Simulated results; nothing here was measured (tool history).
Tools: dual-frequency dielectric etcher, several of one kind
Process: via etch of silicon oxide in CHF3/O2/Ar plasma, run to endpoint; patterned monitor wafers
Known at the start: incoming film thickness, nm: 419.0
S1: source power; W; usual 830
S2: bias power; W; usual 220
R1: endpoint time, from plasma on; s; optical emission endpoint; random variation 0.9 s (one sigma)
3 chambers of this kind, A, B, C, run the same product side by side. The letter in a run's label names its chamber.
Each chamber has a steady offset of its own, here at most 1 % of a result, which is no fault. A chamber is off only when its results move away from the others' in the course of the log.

run	hour	S1	S2	R1
1A	7.1	830	220	175.05
2C	13.2	830	220	172.81
3B	18.6	830	220	175.47
4A	28.9	830	220	174.75
5C	34.1	830	220	174.84
6B	44.1	830	220	177.19
7B	50.2	830	220	175.10
8A	59.4	830	220	176.46
9C	69.3	830	220	173.87
10C	78.6	830	220	175.73
11A	83.7	830	220	175.60
12B	91.2	710	192	196.12
13A	97.0	710	192	194.96
14B	106.5	710	192	197.25
15C	115.6	830	220	174.44
16B	120.8	830	220	180.32
17A	131.2	830	220	176.06
18C	141.4	830	220	173.53
19C	147.3	950	220	165.23
20A	154.9	950	220	165.17
21B	165.1	950	220	170.62
22A	175.3	830	220	175.87
23B	186.1	640	203	205.98
24C	196.6	640	203	196.93
25A	202.7	640	203	200.27
26B	212.3	830	194	189.88
27C	221.9	830	194	179.90
28B	229.0	830	194	191.42
29A	236.1	830	220	175.81

Next, every chamber runs the same settings. What will each give?
30A	243.9	830	220	?
30B	243.9	830	220	?
30C	243.9	830	220	?

run	R1
30A	175.74
30B	184.63
30C	173.73
